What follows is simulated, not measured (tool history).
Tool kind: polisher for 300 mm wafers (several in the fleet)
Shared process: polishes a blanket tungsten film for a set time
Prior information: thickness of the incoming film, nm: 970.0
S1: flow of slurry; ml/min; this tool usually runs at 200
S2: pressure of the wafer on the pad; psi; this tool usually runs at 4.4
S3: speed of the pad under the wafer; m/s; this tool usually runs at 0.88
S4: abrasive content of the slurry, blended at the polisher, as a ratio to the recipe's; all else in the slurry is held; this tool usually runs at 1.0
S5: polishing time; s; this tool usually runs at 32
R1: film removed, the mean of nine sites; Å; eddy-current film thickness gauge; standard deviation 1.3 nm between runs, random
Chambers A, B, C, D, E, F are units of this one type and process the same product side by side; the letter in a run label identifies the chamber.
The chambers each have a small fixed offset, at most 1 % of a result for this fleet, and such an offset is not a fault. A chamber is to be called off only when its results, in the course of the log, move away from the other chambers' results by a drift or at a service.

run 1F day=0.283 | S1=200 S2=4.4 S3=0.88 S4=1.0 S5=32 | R1=1797.0
-- day=0.433 chamber F: head pressure recalibrated
run 2D day=0.638 | S1=200 S2=4.4 S3=0.88 S4=1.0 S5=32 | R1=1763.6
-- day=0.692 chamber A: worn pad replaced by a new one
-- day=0.754 chamber D: slurry tank refilled with fresh slurry and peroxide
-- day=0.896 chamber F: slurry tank refilled with fresh slurry and peroxide
-- day=0.996 chamber F: worn pad replaced by a new one
run 3A day=1.004 | S1=200 S2=4.4 S3=0.88 S4=1.0 S5=32 | R1=1772.4
-- day=1.133 chamber D: slurry blender recalibrated
-- day=1.179 chamber B: worn pad replaced by a new one
run 4C day=1.258 | S1=200 S2=4.4 S3=0.88 S4=1.0 S5=32 | R1=1789.3
-- day=1.283 chamber C: slurry nozzle cleaned
run 5E day=1.608 | S1=200 S2=4.4 S3=0.88 S4=1.0 S5=32 | R1=1808.4
-- day=1.717 chamber C: worn pad replaced by a new one
run 6B day=1.833 | S1=200 S2=4.4 S3=0.88 S4=1.0 S5=42 | R1=2353.3
-- day=1.979 chamber E: slurry tank refilled with fresh slurry and peroxide
run 7C day=2.154 | S1=200 S2=4.4 S3=0.88 S4=1.0 S5=42 | R1=2384.9
-- day=2.188 chamber E: worn pad replaced by a new one
-- day=2.300 chamber A: slurry tank refilled with fresh slurry and peroxide
run 8F day=2.400 | S1=200 S2=4.4 S3=0.88 S4=1.0 S5=42 | R1=2404.6
run 9E day=2.662 | S1=200 S2=4.4 S3=0.88 S4=1.0 S5=42 | R1=2394.3
-- day=2.754 chamber E: slurry nozzle cleaned
run 10B day=3.017 | S1=200 S2=4.4 S3=0.88 S4=1.0 S5=42 | R1=2340.2
-- day=3.054 chamber D: worn pad replaced by a new one
-- day=3.146 chamber A: worn pad replaced by a new one
-- day=3.200 chamber F: slurry nozzle cleaned
-- day=3.204 chamber F: slurry blender recalibrated
run 11D day=3.262 | S1=200 S2=4.4 S3=0.88 S4=1.0 S5=42 | R1=2340.3
-- day=3.338 chamber F: slurry tank refilled with fresh slurry and peroxide
run 12A day=3.467 | S1=200 S2=4.4 S3=0.88 S4=1.0 S5=32 | R1=1785.0
run 13F day=3.800 | S1=265 S2=3.6 S3=0.88 S4=1.0 S5=32 | R1=1544.5
-- day=3.942 chamber E: slurry tank refilled with fresh slurry and peroxide
run 14D day=3.971 | S1=265 S2=3.6 S3=0.88 S4=1.0 S5=32 | R1=1501.9
-- day=4.033 chamber C: worn pad replaced by a new one
run 15C day=4.300 | S1=265 S2=3.6 S3=0.88 S4=1.0 S5=32 | R1=1532.4
run 16A day=4.542 | S1=265 S2=3.6 S3=0.88 S4=1.0 S5=32 | R1=1518.6
-- day=4.608 chamber D: slurry tank refilled with fresh slurry and peroxide
run 17E day=4.783 | S1=265 S2=3.6 S3=0.88 S4=1.0 S5=32 | R1=1531.1
-- day=4.892 chamber F: worn pad replaced by a new one
-- day=4.896 chamber B: slurry blender recalibrated
run 18B day=5.133 | S1=265 S2=3.6 S3=0.88 S4=1.0 S5=32 | R1=1479.2
run 19A day=5.408 | S1=200 S2=4.4 S3=0.88 S4=1.0 S5=32 | R1=1800.8
-- day=5.633 chamber A: worn pad replaced by a new one
-- day=5.729 chamber E: slurry blender recalibrated
run 20B day=5.750 | S1=200 S2=4.4 S3=0.88 S4=1.0 S5=32 | R1=1748.1
-- day=5.754 chamber B: worn pad replaced by a new one
-- day=5.892 chamber F: slurry tank refilled with fresh slurry and peroxide
run 21C day=6.021 | S1=200 S2=4.4 S3=0.88 S4=0.9 S5=21 | R1=1163.6
-- day=6.129 chamber E: slurry tank refilled with fresh slurry and peroxide
-- day=6.196 chamber E: worn pad replaced by a new one
run 22E day=6.271 | S1=200 S2=4.4 S3=0.88 S4=0.9 S5=21 | R1=1152.7
-- day=6.367 chamber C: head pressure recalibrated
-- day=6.479 chamber C: slurry blender recalibrated
-- day=6.550 chamber C: slurry tank refilled with fresh slurry and peroxide
run 23D day=6.554 | S1=200 S2=4.4 S3=0.88 S4=0.9 S5=21 | R1=1143.1
-- day=6.592 chamber C: worn pad replaced by a new one
run 24F day=6.808 | S1=200 S2=4.4 S3=0.88 S4=0.9 S5=21 | R1=1164.8
run 25C day=7.150 | S1=200 S2=4.4 S3=0.88 S4=0.9 S5=21 | R1=1150.9
run 26A day=7.483 | S1=200 S2=4.4 S3=0.88 S4=0.9 S5=21 | R1=1142.5
-- day=7.712 chamber A: worn pad replaced by a new one
run 27D day=7.742 | S1=200 S2=4.4 S3=0.88 S4=1.0 S5=32 | R1=1777.2
-- day=7.746 chamber D: slurry blender recalibrated
-- day=7.908 chamber F: slurry tank refilled with fresh slurry and peroxide
-- day=7.983 chamber D: worn pad replaced by a new one
-- day=8.000 chamber D: slurry tank refilled with fresh slurry and peroxide
run 28B day=8.058 | S1=200 S2=4.4 S3=0.88 S4=1.0 S5=32 | R1=1713.7
run 29F day=8.325 | S1=200 S2=4.4 S3=0.88 S4=1.0 S5=32 | R1=1813.3
-- day=8.538 chamber A: slurry tank refilled with fresh slurry and peroxide
run 30E day=8.558 | S1=200 S2=4.4 S3=0.88 S4=1.0 S5=26 | R1=1469.6
-- day=8.608 chamber E: slurry tank refilled with fresh slurry and peroxide
-- day=8.754 chamber F: worn pad replaced by a new one
run 31A day=8.783 | S1=200 S2=4.4 S3=0.88 S4=1.0 S5=26 | R1=1462.8
-- day=9.033 chamber C: worn pad replaced by a new one
run 32B day=9.158 | S1=200 S2=4.4 S3=0.88 S4=1.0 S5=26 | R1=1395.5
run 33E day=9.388 | S1=200 S2=4.4 S3=0.88 S4=1.0 S5=26 | R1=1459.3
-- day=9.396 chamber B: worn pad replaced by a new one
run 34F day=9.738 | S1=200 S2=4.4 S3=0.88 S4=1.0 S5=26 | R1=1479.7
-- day=9.908 chamber F: slurry blender recalibrated
run 35C day=9.983 | S1=200 S2=4.4 S3=0.88 S4=1.0 S5=26 | R1=1468.0
-- day=10.250 chamber E: worn pad replaced by a new one
-- day=10.275 chamber F: slurry tank refilled with fresh slurry and peroxide
run 36D day=10.283 | S1=200 S2=4.4 S3=0.88 S4=1.0 S5=32 | R1=1793.7
run 37C day=10.571 | S1=200 S2=4.4 S3=0.88 S4=1.0 S5=32 | R1=1805.0
-- day=10.775 chamber E: slurry tank refilled with fresh slurry and peroxide
run 38F day=10.862 | S1=200 S2=4.4 S3=1.12 S4=1.0 S5=25 | R1=1801.6
run 39B day=11.229 | S1=200 S2=4.4 S3=1.12 S4=1.0 S5=25 | R1=1716.6
run 40E day=11.521 | S1=200 S2=4.4 S3=1.12 S4=1.0 S5=25 | R1=1791.5

Is one chamber out of step, is the gauge drifting, or do the chambers differ by no more than their own small offsets? For an off chamber, give its letter and the likeliest cause.

Chamber B drifts away from the others.
Likeliest cause: peroxide lost from the slurry, % = 13.2.
With only this log, it may be confused with: slurry flow missing at the pad, %; head's pressure below its setpoint, %.

Here are 4 candidates for chamber B's next run, each the usual settings with a change, their results left as question marks. Which one brings its results back in line with what the others give on the usual settings?
In line here means within this much of the mean the other chambers give on the usual settings: R1 45.0 Å
run 41B-1 day=11.792 | S1=200 S2=4.4 S3=0.88 S4=1.0 S5=30 | R1=?
run 41B-2 day=11.792 | S1=200 S2=4.6 S3=0.88 S4=1.0 S5=34 | R1=?
run 41B-3 day=11.792 | S1=200 S2=4.2 S3=0.84 S4=1.0 S5=32 | R1=?
run 41B-4 day=11.792 | S1=200 S2=4.7 S3=0.88 S4=1.0 S5=32 | R1=?

Other chambers, usual settings, mean: R1 1799.7 Å
run=41B-1 R1=1594.6
run=41B-2 R1=1889.8
run=41B-3 R1=1548.9
run=41B-4 R1=1817.4
41B-4 puts the chamber back in line with the other chambers.
